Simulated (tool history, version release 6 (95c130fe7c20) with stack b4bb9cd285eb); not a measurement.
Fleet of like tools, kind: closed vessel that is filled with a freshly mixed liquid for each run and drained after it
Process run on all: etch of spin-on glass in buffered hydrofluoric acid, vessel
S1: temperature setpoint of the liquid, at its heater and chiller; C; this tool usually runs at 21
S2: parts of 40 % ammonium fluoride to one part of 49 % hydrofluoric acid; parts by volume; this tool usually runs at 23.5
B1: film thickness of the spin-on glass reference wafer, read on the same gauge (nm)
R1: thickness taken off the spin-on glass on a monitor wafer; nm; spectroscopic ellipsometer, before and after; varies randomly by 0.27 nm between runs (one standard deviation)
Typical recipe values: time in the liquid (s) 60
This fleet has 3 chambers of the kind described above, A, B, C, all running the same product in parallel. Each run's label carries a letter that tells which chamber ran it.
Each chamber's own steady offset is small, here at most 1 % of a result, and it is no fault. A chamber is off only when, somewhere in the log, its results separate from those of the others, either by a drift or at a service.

Run 1A, day 0.579: usual settings; B1 150.02. Result: R1 54.053 nm.
Run 2B, day 0.954: usual settings; B1 150.03. Result: R1 54.295 nm.
Run 3C, day 1.296: usual settings; B1 150.01. Result: R1 54.461 nm.
Run 4A, day 1.812: usual settings; B1 150.05. Result: R1 53.907 nm.
Run 5C, day 2.133: usual settings; B1 150.02. Result: R1 53.731 nm.
Run 6B, day 2.475: usual settings; B1 149.98. Result: R1 54.067 nm.
Run 7C, day 2.838: usual settings; B1 150. Result: R1 54.368 nm.
Run 8B, day 3.258: usual settings; B1 149.97. Result: R1 54.047 nm.
Run 9A, day 3.696: usual settings; B1 149.99. Result: R1 53.76 nm.
Run 10B, day 4.025: usual settings; B1 150.04. Result: R1 54.172 nm.
At day 4.246: chamber C: hydrofluoric acid flow meter replaced.
Run 11C, day 4.421: usual settings; B1 150.05. Result: R1 53.928 nm.
Run 12A, day 4.95: usual settings; B1 150.01. Result: R1 53.392 nm.
Run 13A, day 5.462: usual settings but S1 19.5 C, S2 30 parts by volume; B1 149.99. Result: R1 41.399 nm.
Run 14C, day 5.925: usual settings but S1 19.5 C, S2 30 parts by volume; B1 149.98. Result: R1 42.106 nm.
Run 15B, day 6.446: usual settings but S1 19.5 C, S2 30 parts by volume; B1 150.03. Result: R1 42.012 nm.
Run 16B, day 6.854: usual settings; B1 149.97. Result: R1 53.729 nm.
Run 17C, day 7.242: usual settings; B1 150.03. Result: R1 54.832 nm.
Run 18A, day 7.521: usual settings; B1 149.98. Result: R1 53.232 nm.
At day 7.604: chamber A: thermometer replaced.
Run 19C, day 7.946: usual settings but S2 16.5 parts by volume; B1 150.03. Result: R1 72.456 nm.
Run 20A, day 8.233: usual settings but S2 16.5 parts by volume; B1 149.98. Result: R1 72.564 nm.
Run 21B, day 8.821: usual settings but S2 16.5 parts by volume; B1 150. Result: R1 72.167 nm.
Run 22A, day 9.225: usual settings; B1 150. Result: R1 53.575 nm.
Run 23C, day 9.812: usual settings; B1 149.98. Result: R1 54.658 nm.
Run 24B, day 10.333: usual settings; B1 150. Result: R1 53.077 nm.
Run 25B, day 10.742: usual settings; B1 150.01. Result: R1 53.611 nm.
Run 26A, day 11.104: usual settings; B1 150.01. Result: R1 53.89 nm.
Run 27C, day 11.633: usual settings but S1 24.5 C, time in the liquid (s) 40; B1 149.99. Result: R1 44.197 nm.
Run 28C, day 11.917: usual settings but S1 24.5 C, time in the liquid (s) 40; B1 150.04. Result: R1 44.584 nm.
Run 29A, day 12.312: usual settings but S1 24.5 C, time in the liquid (s) 40; B1 150.03. Result: R1 43.088 nm.
Run 30B, day 12.917: usual settings; B1 149.97. Result: R1 52.952 nm.
At day 13.404: chamber C: thermometer replaced.
Run 31A, day 13.496: usual settings but S2 18.5 parts by volume; B1 149.99. Result: R1 64.985 nm.
Run 32C, day 14.1: usual settings but S2 18.5 parts by volume; B1 150.04. Result: R1 65.521 nm.
Run 33B, day 14.412: usual settings but S2 18.5 parts by volume; B1 150. Result: R1 62.3 nm.
Run 34C, day 14.758: usual settings; B1 149.96. Result: R1 54.339 nm.
Run 35A, day 15.338: usual settings; B1 149.97. Result: R1 53.297 nm.
Run 36B, day 15.7: usual settings but time in the liquid (s) 85; B1 150.01. Result: R1 74.215 nm.
Run 37C, day 16.008: usual settings but time in the liquid (s) 85; B1 150.02. Result: R1 77.336 nm.
Run 38A, day 16.467: usual settings but time in the liquid (s) 85; B1 150. Result: R1 75.7 nm.
Run 39B, day 16.742: usual settings; B1 150.02. Result: R1 52.082 nm.
Run 40B, day 17.15: usual settings; B1 149.98. Result: R1 52.198 nm.
Run 41C, day 17.7: usual settings; B1 149.98. Result: R1 54.48 nm.
Run 42A, day 18.104: usual settings; B1 150.04. Result: R1 53.65 nm.
Run 43B, day 18.65: usual settings; B1 150.02. Result: R1 51.694 nm.

Read the log: is a single chamber off, either drifting away or since a service, is the gauge that measures every chamber drifting, or is nothing wrong beyond small per-chamber offsets? Name any odd chamber and what most likely caused it.

Chamber B drifts away from the others.
Cause: hydrofluoric acid flow below the setpoint (%) = 6.5.
The log may not tell that from: liquid colder than its thermometer reads (K).

Below are 4 candidate recipes for chamber B's next run, each the usual settings with a change, their results shown as question marks. Which of them brings B's results back in line with what the other chambers give on the usual settings?
In-line tolerance around the mean of the other chambers on the usual settings: R1 0.94 nm
Run 44B-1, day 19.088: usual settings but S2 25 parts by volume. Result: R1 ?.
Run 44B-2, day 19.088: usual settings but time in the liquid (s) 65. Result: R1 ?.
Run 44B-3, day 19.088: usual settings but S2 26.5 parts by volume. Result: R1 ?.
Run 44B-4, day 19.088: usual settings but S2 22 parts by volume. Result: R1 ?.

What the other chambers average on the usual settings: R1 54.02 nm
  run      R1
44B-1  49.252
44B-2  55.718
44B-3  47.287
44B-4  53.862
The right change is 44B-4: it brings the chamber back within the allowed miss of the others.
